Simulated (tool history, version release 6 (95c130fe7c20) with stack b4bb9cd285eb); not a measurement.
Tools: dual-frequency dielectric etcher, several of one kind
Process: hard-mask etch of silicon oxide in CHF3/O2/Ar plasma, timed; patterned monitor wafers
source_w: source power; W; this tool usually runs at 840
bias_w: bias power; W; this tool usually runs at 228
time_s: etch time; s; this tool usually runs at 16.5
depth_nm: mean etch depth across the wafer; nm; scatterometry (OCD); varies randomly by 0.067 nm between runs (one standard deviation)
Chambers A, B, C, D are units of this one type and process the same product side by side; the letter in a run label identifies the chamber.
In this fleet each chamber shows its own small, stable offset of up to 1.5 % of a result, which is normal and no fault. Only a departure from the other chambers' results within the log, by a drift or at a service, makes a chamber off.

run,hour,source_w,bias_w,time_s,hours since the last wet clean,hours since the last source power generator calibration,hours since the last bias power generator calibration,"read-back reference wafer on the same gauge, depth_nm",depth_nm
1C,4.2,840,228,16.5,305.1,1366.6,1610.6,37.380,39.856
2B,6.4,840,228,16.5,426.8,564.1,4392.4,37.382,40.231
3A,9.4,840,228,16.5,33.1,4097.3,1598.8,37.387,40.760
4D,12.2,840,228,16.5,412.5,3091.7,644.4,37.381,40.318
5C,15.3,840,228,16.5,316.2,1377.7,1621.7,37.366,39.851
6D,17.3,840,228,16.5,417.6,3096.8,649.5,37.361,40.335
7B,20.1,950,204,16.5,440.5,577.8,4406.1,37.346,40.529
# hour 21.4: chamber A: source power generator calibrated
8A,24.4,950,204,16.5,48.1,3.1,1613.8,37.356,41.105
9C,26.3,950,204,16.5,327.2,1388.7,1632.7,37.334,40.355
10B,29.2,950,204,16.5,449.6,586.9,4415.2,37.325,40.491
11D,32.2,840,228,16.5,432.5,3111.7,664.4,37.324,40.209
12A,35.7,840,228,16.5,59.4,14.4,1625.1,37.343,40.580
13C,39.0,840,228,16.5,339.9,1401.4,1645.4,37.298,39.830
14A,41.3,840,228,16.5,65.0,20.0,1630.7,37.290,40.629
15D,45.1,840,228,16.5,445.4,3124.6,677.3,37.296,40.111
16B,47.2,840,228,16.5,467.6,604.9,4433.2,37.295,40.047
17C,49.4,1000,228,21.0,350.3,1411.8,1655.8,37.291,54.064
18B,53.5,1000,228,21.0,473.9,611.2,4439.5,37.285,54.422
# hour 55.0: chamber D: wet clean of the chamber
19A,57.7,1000,228,21.0,81.4,36.4,1647.1,37.262,55.068
20D,60.9,1000,228,21.0,6.0,3140.4,693.1,37.252,54.663
21B,63.3,840,228,16.5,483.7,621.0,4449.3,37.251,40.072
22C,67.0,840,187,19.5,367.9,1429.4,1673.4,37.237,43.881
23A,71.2,840,187,19.5,94.9,49.9,1660.6,37.229,44.992
24D,74.1,840,187,19.5,19.2,3153.6,706.3,37.233,44.450
25C,76.9,840,187,19.5,377.8,1439.3,1683.3,37.222,43.862
26B,80.3,840,228,16.5,500.7,638.0,4466.3,37.214,39.946
27D,82.2,840,209,16.5,27.3,3161.7,714.4,37.202,39.083
28A,86.1,840,209,16.5,109.8,64.8,1675.5,37.216,39.297
29A,89.4,840,209,16.5,113.1,68.1,1678.8,37.205,39.302
30B,93.8,840,209,16.5,514.2,651.5,4479.8,37.192,38.670
31D,98.0,840,228,16.5,43.1,3177.5,730.2,37.183,40.227
32C,101.7,840,228,16.5,402.6,1464.1,1708.1,37.174,39.534
33A,104.8,840,228,16.5,128.5,83.5,1694.2,37.172,40.493
34D,107.9,840,228,16.5,53.0,3187.4,740.1,37.180,40.115
35B,112.3,840,228,16.5,532.7,670.0,4498.3,37.137,39.908

One chamber off, gauge drift, or nothing amiss beyond the chambers' own small offsets? If it is a chamber, which one, and what is the likeliest cause?

Gauge drift. The chambers move together only on paper, and none stands off.
Cause: gauge reads low (%) = 0.686.
